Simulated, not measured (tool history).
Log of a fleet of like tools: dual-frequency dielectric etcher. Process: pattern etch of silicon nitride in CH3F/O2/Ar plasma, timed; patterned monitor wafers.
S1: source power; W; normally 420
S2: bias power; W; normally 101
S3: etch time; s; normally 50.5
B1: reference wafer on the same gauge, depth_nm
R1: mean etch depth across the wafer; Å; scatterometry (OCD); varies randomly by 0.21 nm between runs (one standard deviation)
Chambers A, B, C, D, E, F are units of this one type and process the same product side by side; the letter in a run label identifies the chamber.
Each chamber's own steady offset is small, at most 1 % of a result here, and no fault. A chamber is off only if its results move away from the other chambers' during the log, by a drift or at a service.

run     day   S1   S2    S3      B1      R1
 1E   0.567  420  101  50.5  42.894  411.22
 2F   1.012  420  101  50.5  42.900  401.34
 3D   1.417  420  101  50.5  42.910  399.64
 4B   1.892  420  101  50.5  42.936  404.72
 5A   2.225  420  101  50.5  42.905  406.51
 6C   2.542  420  101  50.5  42.892  411.05
 7E   3.033  420  101  50.5  42.935  409.20
      3.071  -- chamber D: bias power generator calibrated
 8C   3.638  420  101  50.5  42.944  406.02
 9B   4.029  420  101  50.5  42.907  410.57
10F   4.412  420  123  40.5  42.858  348.30
11A   4.708  420  123  40.5  42.870  351.53
      5.000  -- chamber C: wet clean of the chamber
12D   5.208  420  123  40.5  42.844  347.55
13A   5.521  420  123  40.5  42.908  349.06
14D   6.104  420  123  40.5  42.863  352.55
15B   6.638  420  123  40.5  42.908  350.90
16F   7.083  420  101  50.5  42.901  395.64
      7.158  -- chamber B: wet clean of the chamber
17C   7.454  420  101  50.5  42.859  407.73
18E   7.992  420  101  50.5  42.914  408.99
      8.288  -- chamber D: wet clean of the chamber
19A   8.367  420   84  50.5  42.840  382.88
20C   8.879  420   84  50.5  42.866  375.43
21F   9.475  420   84  50.5  42.907  369.55
22B   9.767  420   84  50.5  42.894  385.13
23D  10.283  420   84  50.5  42.887  378.95
24E  10.867  420   84  50.5  42.975  382.90
25D  11.262  420  101  50.5  42.899  404.76
26C  11.567  420  101  50.5  42.911  405.46
     11.625  -- chamber E: wet clean of the chamber
27F  12.088  420  101  50.5  42.864  397.16
28B  12.392  420  101  50.5  42.901  408.10
29A  12.679  420  101  50.5  42.891  407.83
30E  12.958  420  101  50.5  42.886  410.34
31A  13.525  420  101  50.5  42.875  406.64
32D  13.825  420  101  50.5  42.895  407.40
33E  14.258  420  101  65.0  42.919  530.42
34B  14.650  420  101  65.0  42.868  524.15
35F  15.212  420  101  65.0  42.921  504.52
36C  15.525  420  101  65.0  42.934  522.21
37C  16.158  420  101  65.0  42.894  525.52
38D  16.683  420  101  65.0  42.876  520.99
39E  17.267  420  101  50.5  42.893  407.86
40F  17.708  420  101  50.5  42.985  385.36
41B  18.125  420  101  50.5  42.890  405.62

Is one chamber off against the others, does the gauge drift, or is nothing wrong? If a chamber is off, say which, and what the likeliest cause is.

Little by little, chamber F moves away from the other chambers.
What lies behind it: etch rate under this chamber's usual, % = 4.84.

Below are 4 candidate recipes for chamber F's next run, each the usual settings with a change, their results shown as question marks. Which of them brings F's results back in line with what the other chambers give on the usual settings?
To be in line, a result may differ from the other chambers' mean on the usual settings by at most: R1 7.20 Å
42F-1  18.579  370   88  50.5       ?
42F-2  18.579  430  103  54.5       ?
42F-3  18.579  430  101  53.5       ?
42F-4  18.579  350  101  50.5       ?

The other chambers' mean on the usual settings: R1 407.47 Å
  run      R1
42F-1  347.68
42F-2  419.90
42F-3  409.29
42F-4  357.82
42F-3 brings the chamber back in line.

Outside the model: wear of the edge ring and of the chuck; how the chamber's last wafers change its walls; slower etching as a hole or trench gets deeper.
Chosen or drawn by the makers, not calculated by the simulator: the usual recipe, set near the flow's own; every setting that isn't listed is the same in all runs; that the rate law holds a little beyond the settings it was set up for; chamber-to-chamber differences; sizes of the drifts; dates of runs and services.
